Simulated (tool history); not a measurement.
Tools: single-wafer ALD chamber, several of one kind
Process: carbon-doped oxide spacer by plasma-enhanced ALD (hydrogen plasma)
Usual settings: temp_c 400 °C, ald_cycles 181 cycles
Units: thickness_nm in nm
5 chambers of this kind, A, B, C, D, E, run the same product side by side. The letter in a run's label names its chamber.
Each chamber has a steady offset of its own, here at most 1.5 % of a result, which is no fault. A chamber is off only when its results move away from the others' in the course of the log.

run,hour,temp_c,ald_cycles,"read-back reference wafer on the same gauge, thickness_nm",thickness_nm
1B,3.0,400,181,7.5127,9.0421
2A,6.7,400,181,7.5117,9.1083
3D,10.6,400,181,7.5100,9.0368
4C,14.5,400,181,7.5064,8.9191
5E,18.1,405,181,7.5088,8.8311
6B,20.2,405,181,7.5049,8.9777
7E,24.4,405,181,7.5054,8.8549
8D,28.1,405,181,7.5124,8.9452
9C,31.6,405,181,7.5118,8.8564
10A,33.7,400,181,7.5032,9.0902
11E,35.9,400,181,7.5137,8.9923
12D,38.1,400,181,7.5111,9.0852
13B,41.8,400,181,7.5142,9.0248
14A,44.1,412,209,7.5150,10.0010
15C,47.8,412,209,7.5076,9.9631
16B,51.0,412,209,7.5055,10.0640
17A,54.3,412,209,7.5025,10.1410
18C,56.5,412,209,7.5128,9.9313
19D,60.2,400,181,7.5094,9.1132
20E,62.3,400,181,7.5157,9.0361
21A,65.1,400,181,7.5055,9.1020
22C,69.6,400,181,7.5144,8.9357
23D,72.9,400,181,7.5129,9.1033
24E,77.1,400,181,7.5041,9.0048
25B,79.9,400,181,7.5171,9.0210
26D,84.3,400,181,7.5141,9.0979
27C,86.6,400,181,7.4991,8.9793
28A,91.0,400,181,7.5075,9.0652
29E,94.2,400,203,7.5035,10.0810
30B,97.7,400,203,7.5107,10.0770
31C,99.7,400,203,7.5093,10.0430
32E,102.4,400,203,7.5103,10.0660
33A,106.4,400,203,7.5161,10.2190
34B,109.2,400,181,7.5158,8.9882
35D,112.4,400,181,7.5153,9.1709
36B,114.3,400,181,7.5225,8.9486
37E,116.9,400,181,7.5131,8.9925
38C,120.8,400,181,7.5063,8.8756

All 5 chambers run these settings next. Forecast each chamber's results:
39A,124.0,400,181,,?
39B,124.0,400,181,,?
39C,124.0,400,181,,?
39D,124.0,400,181,,?
39E,124.0,400,181,,?

run,thickness_nm
39A,9.0024
39B,8.9956
39C,8.9082
39D,9.0946
39E,8.9334
